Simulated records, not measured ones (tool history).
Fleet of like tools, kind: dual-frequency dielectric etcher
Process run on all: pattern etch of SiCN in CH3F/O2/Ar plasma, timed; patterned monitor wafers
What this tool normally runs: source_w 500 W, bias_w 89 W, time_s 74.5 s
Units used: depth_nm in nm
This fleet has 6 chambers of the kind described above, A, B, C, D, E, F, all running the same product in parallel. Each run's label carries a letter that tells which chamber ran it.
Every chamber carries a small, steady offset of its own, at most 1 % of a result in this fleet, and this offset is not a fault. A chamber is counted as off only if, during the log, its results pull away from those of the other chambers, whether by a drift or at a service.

| run | hour | source_w | bias_w | time_s | read-back reference wafer on the same gauge, depth_nm | depth_nm |
|---|---|---|---|---|---|---|
|  | 0.5 | chamber B: wet clean of the chamber |
| 1D | 9.7 | 500 | 89 | 74.5 | 31.799 | 32.817 |
| 2A | 20 | 500 | 89 | 74.5 | 31.801 | 33.013 |
| 3B | 30.4 | 500 | 89 | 74.5 | 31.805 | 32.96 |
|  | 39.4 | chamber F: wet clean of the chamber |
| 4C | 39.8 | 500 | 89 | 74.5 | 31.799 | 32.803 |
| 5F | 46.1 | 500 | 89 | 74.5 | 31.81 | 32.612 |
| 6E | 53.1 | 420 | 108 | 74.5 | 31.815 | 33.301 |
| 7B | 59.9 | 420 | 108 | 74.5 | 31.802 | 33.196 |
| 8D | 68.4 | 420 | 108 | 74.5 | 31.788 | 33.187 |
| 9A | 78.7 | 420 | 108 | 74.5 | 31.798 | 33.228 |
|  | 80.5 | chamber D: wet clean of the chamber |
| 10F | 86.2 | 420 | 108 | 74.5 | 31.806 | 32.999 |
| 11E | 92.4 | 420 | 108 | 74.5 | 31.801 | 33.305 |
| 12C | 100.3 | 500 | 89 | 74.5 | 31.812 | 32.896 |
| 13B | 106.4 | 500 | 89 | 74.5 | 31.791 | 32.826 |
| 14F | 116.2 | 500 | 89 | 74.5 | 31.796 | 32.613 |
| 15C | 126.7 | 500 | 89 | 74.5 | 31.786 | 32.732 |
| 16D | 137.6 | 500 | 89 | 74.5 | 31.797 | 32.805 |
| 17E | 145 | 500 | 106 | 74.5 | 31.789 | 35.283 |
| 18A | 154.8 | 500 | 106 | 74.5 | 31.806 | 35.235 |
| 19A | 163.9 | 500 | 106 | 74.5 | 31.807 | 35.104 |
| 20D | 170.6 | 500 | 106 | 74.5 | 31.787 | 35.064 |
| 21C | 181.1 | 500 | 106 | 74.5 | 31.789 | 34.877 |
|  | 186.5 | chamber A: wet clean of the chamber |
| 22F | 189.3 | 500 | 106 | 74.5 | 31.793 | 34.976 |
|  | 191.9 | chamber C: source power generator calibrated |
| 23E | 199.1 | 500 | 89 | 74.5 | 31.776 | 32.948 |
| 24B | 209.3 | 500 | 89 | 74.5 | 31.797 | 33.039 |
| 25D | 218.3 | 500 | 89 | 74.5 | 31.799 | 32.77 |
| 26B | 227.4 | 500 | 89 | 74.5 | 31.793 | 32.811 |
| 27A | 233.2 | 500 | 89 | 74.5 | 31.796 | 33.115 |
| 28F | 243 | 500 | 89 | 74.5 | 31.783 | 32.786 |
| 29C | 252.8 | 500 | 89 | 74.5 | 31.791 | 32.87 |
| 30E | 259.7 | 500 | 89 | 74.5 | 31.788 | 32.998 |
| 31F | 265.2 | 580 | 69 | 74.5 | 31.8 | 31.683 |
| 32E | 274.5 | 580 | 69 | 74.5 | 31.796 | 31.89 |
| 33A | 280.8 | 580 | 69 | 74.5 | 31.794 | 31.811 |
| 34D | 289.5 | 580 | 69 | 74.5 | 31.822 | 31.668 |
| 35C | 295.5 | 580 | 69 | 74.5 | 31.817 | 31.824 |
| 36B | 301.3 | 580 | 69 | 74.5 | 31.82 | 31.675 |
| 37D | 309.5 | 500 | 89 | 74.5 | 31.801 | 32.986 |
| 38C | 316.4 | 400 | 89 | 74.5 | 31.788 | 30.282 |
| 39E | 325.6 | 400 | 89 | 74.5 | 31.789 | 30.454 |
| 40F | 331.2 | 400 | 89 | 74.5 | 31.795 | 30.157 |
| 41B | 338.3 | 400 | 89 | 74.5 | 31.8 | 30.409 |
| 42A | 347.7 | 400 | 89 | 74.5 | 31.784 | 30.424 |

Is one chamber off against the others, does the gauge drift, or is nothing wrong? If a chamber is off, say which, and what the likeliest cause is.

The fleet is healthy, with each chamber sitting at its usual small offset and no drift in the gauge.
